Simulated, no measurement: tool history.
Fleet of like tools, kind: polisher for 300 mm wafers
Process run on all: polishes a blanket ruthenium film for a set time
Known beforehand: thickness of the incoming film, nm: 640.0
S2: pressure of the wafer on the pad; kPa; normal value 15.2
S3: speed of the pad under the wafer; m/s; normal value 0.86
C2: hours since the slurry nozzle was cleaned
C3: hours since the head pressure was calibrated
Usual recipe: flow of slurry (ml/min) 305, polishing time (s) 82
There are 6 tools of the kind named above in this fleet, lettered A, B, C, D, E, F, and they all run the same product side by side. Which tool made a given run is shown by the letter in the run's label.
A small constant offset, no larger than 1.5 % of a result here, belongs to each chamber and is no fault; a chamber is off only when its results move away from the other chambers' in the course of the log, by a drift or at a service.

Run 1C, hour 5: usual settings; wafers polished on this pad 468; C2 93.3; C3 837.6. Result: film removed (angstrom) 774.01.
At hour 6.4: chamber F: slurry nozzle cleaned.
Run 2E, hour 9.6: usual settings; wafers polished on this pad 1009; C2 185.9; C3 860.7. Result: film removed (angstrom) 777.46.
Run 3B, hour 14: usual settings; wafers polished on this pad 648; C2 423.2; C3 98.2. Result: film removed (angstrom) 777.24.
At hour 16: chamber E: worn pad replaced by a new one.
Run 4A, hour 17.6: usual settings; wafers polished on this pad 660; C2 677.2; C3 604.3. Result: film removed (angstrom) 781.27.
Run 5D, hour 25.2: usual settings; wafers polished on this pad 522; C2 109.6; C3 1319.8. Result: film removed (angstrom) 785.59.
Run 6F, hour 30.5: usual settings; wafers polished on this pad 1417; C2 24.2; C3 444.8. Result: film removed (angstrom) 786.21.
At hour 33.3: chamber B: worn pad replaced by a new one.
Run 7B, hour 36.1: usual settings; wafers polished on this pad 36; C2 445.3; C3 120.3. Result: film removed (angstrom) 785.13.
At hour 37.4: chamber F: worn pad replaced by a new one.
At hour 38.4: chamber A: worn pad replaced by a new one.
Run 8E, hour 43.9: usual settings but flow of slurry (ml/min) 255; wafers polished on this pad 351; C2 220.2; C3 895. Result: film removed (angstrom) 767.39.
Run 9C, hour 50: usual settings but flow of slurry (ml/min) 255; wafers polished on this pad 1035; C2 138.3; C3 882.6. Result: film removed (angstrom) 754.86.
At hour 54.5: chamber D: head pressure recalibrated.
Run 10F, hour 57.6: usual settings but flow of slurry (ml/min) 255; wafers polished on this pad 255; C2 51.3; C3 471.9. Result: film removed (angstrom) 774.88.
Run 11D, hour 64.8: usual settings but flow of slurry (ml/min) 255; wafers polished on this pad 1020; C2 149.2; C3 10.3. Result: film removed (angstrom) 767.98.
At hour 66.4: chamber C: worn pad replaced by a new one.
Run 12A, hour 69.9: usual settings but flow of slurry (ml/min) 255; wafers polished on this pad 397; C2 729.5; C3 656.6. Result: film removed (angstrom) 768.99.
Run 13A, hour 75.4: usual settings but flow of slurry (ml/min) 255; wafers polished on this pad 466; C2 735; C3 662.1. Result: film removed (angstrom) 768.36.
Run 14B, hour 80.9: usual settings but S3 0.64 m/s, polishing time (s) 97; wafers polished on this pad 600; C2 490.1; C3 165.1. Result: film removed (angstrom) 684.59.
At hour 83.5: chamber C: head pressure recalibrated.
Run 15D, hour 87.5: usual settings but S3 0.64 m/s, polishing time (s) 97; wafers polished on this pad 1306; C2 171.9; C3 33. Result: film removed (angstrom) 697.71.
Run 16C, hour 93.3: usual settings but S3 0.64 m/s, polishing time (s) 97; wafers polished on this pad 339; C2 181.6; C3 9.8. Result: film removed (angstrom) 674.66.
At hour 96.6: chamber A: worn pad replaced by a new one.
Run 17E, hour 97: usual settings but S3 0.64 m/s, polishing time (s) 97; wafers polished on this pad 1020; C2 273.3; C3 948.1. Result: film removed (angstrom) 683.57.
Run 18F, hour 102.1: usual settings but S3 0.64 m/s, polishing time (s) 97; wafers polished on this pad 815; C2 95.8; C3 516.4. Result: film removed (angstrom) 698.66.
Run 19F, hour 109.2: usual settings but S3 0.64 m/s, polishing time (s) 97; wafers polished on this pad 904; C2 102.9; C3 523.5. Result: film removed (angstrom) 687.95.
At hour 111.2: chamber E: worn pad replaced by a new one.
At hour 111.3: chamber D: slurry nozzle cleaned.
At hour 112.2: chamber B: worn pad replaced by a new one.
Run 20B, hour 115.1: usual settings; wafers polished on this pad 36; C2 524.3; C3 199.3. Result: film removed (angstrom) 784.91.
At hour 115.8: chamber A: slurry nozzle cleaned.
Run 21E, hour 119.1: usual settings but S3 0.7 m/s, polishing time (s) 107; wafers polished on this pad 100; C2 295.4; C3 970.2. Result: film removed (angstrom) 816.19.
Run 22A, hour 125.8: usual settings but S3 0.7 m/s, polishing time (s) 107; wafers polished on this pad 368; C2 10.1; C3 712.5. Result: film removed (angstrom) 837.31.
Run 23D, hour 132.9: usual settings but S3 0.7 m/s, polishing time (s) 107; wafers polished on this pad 1878; C2 21.7; C3 78.4. Result: film removed (angstrom) 826.76.
At hour 136.9: chamber F: worn pad replaced by a new one.
Run 24C, hour 139.2: usual settings but S3 0.7 m/s, polishing time (s) 107; wafers polished on this pad 917; C2 227.5; C3 55.7. Result: film removed (angstrom) 817.84.
Run 25B, hour 143.5: usual settings but S3 0.7 m/s, polishing time (s) 107; wafers polished on this pad 394; C2 552.7; C3 227.7. Result: film removed (angstrom) 828.65.
Run 26A, hour 148.7: usual settings but S3 0.7 m/s, polishing time (s) 107; wafers polished on this pad 656; C2 33; C3 735.4. Result: film removed (angstrom) 821.54.
Run 27D, hour 153.8: usual settings; wafers polished on this pad 2141; C2 42.6; C3 99.3. Result: film removed (angstrom) 770.77.
Run 28E, hour 159.6: usual settings; wafers polished on this pad 610; C2 335.9; C3 1010.7. Result: film removed (angstrom) 779.14.
At hour 161.8: chamber A: worn pad replaced by a new one.
Run 29C, hour 164: usual settings; wafers polished on this pad 1229; C2 252.3; C3 80.5. Result: film removed (angstrom) 765.99.
At hour 166.2: chamber B: slurry nozzle cleaned.
Run 30F, hour 168.6: usual settings; wafers polished on this pad 399; C2 162.3; C3 582.9. Result: film removed (angstrom) 773.37.
Run 31B, hour 172.6: usual settings but polishing time (s) 105; wafers polished on this pad 760; C2 6.5; C3 256.8. Result: film removed (angstrom) 998.57.
Run 32E, hour 179.3: usual settings but polishing time (s) 105; wafers polished on this pad 858; C2 355.6; C3 1030.4. Result: film removed (angstrom) 995.08.
Run 33D, hour 186.3: usual settings but polishing time (s) 105; wafers polished on this pad 2550; C2 75.1; C3 131.8. Result: film removed (angstrom) 972.7.
At hour 189.7: chamber C: worn pad replaced by a new one.
Run 34A, hour 191.7: usual settings but polishing time (s) 105; wafers polished on this pad 376; C2 76; C3 778.4. Result: film removed (angstrom) 996.84.
Run 35C, hour 198.6: usual settings but polishing time (s) 105; wafers polished on this pad 112; C2 286.9; C3 115.1. Result: film removed (angstrom) 983.45.
Run 36F, hour 202.8: usual settings but polishing time (s) 105; wafers polished on this pad 830; C2 196.5; C3 617.1. Result: film removed (angstrom) 1007.8.
Run 37A, hour 207.7: usual settings; wafers polished on this pad 577; C2 92; C3 794.4. Result: film removed (angstrom) 790.
Run 38D, hour 211.8: usual settings; wafers polished on this pad 2871; C2 100.6; C3 157.3. Result: film removed (angstrom) 748.26.

Next, every chamber runs the same settings. What will each give?
Run 39A, hour 217.5: usual settings but polishing time (s) 61. Result: film removed (angstrom) ?.
Run 39B, hour 217.5: usual settings but polishing time (s) 61. Result: film removed (angstrom) ?.
Run 39C, hour 217.5: usual settings but polishing time (s) 61. Result: film removed (angstrom) ?.
Run 39D, hour 217.5: usual settings but polishing time (s) 61. Result: film removed (angstrom) ?.
Run 39E, hour 217.5: usual settings but polishing time (s) 61. Result: film removed (angstrom) ?.
Run 39F, hour 217.5: usual settings but polishing time (s) 61. Result: film removed (angstrom) ?.

run  film removed (angstrom)
39A                   574.51
39B                   571.26
39C                   574.41
39D                   564.79
39E                   583.32
39F                    580.8
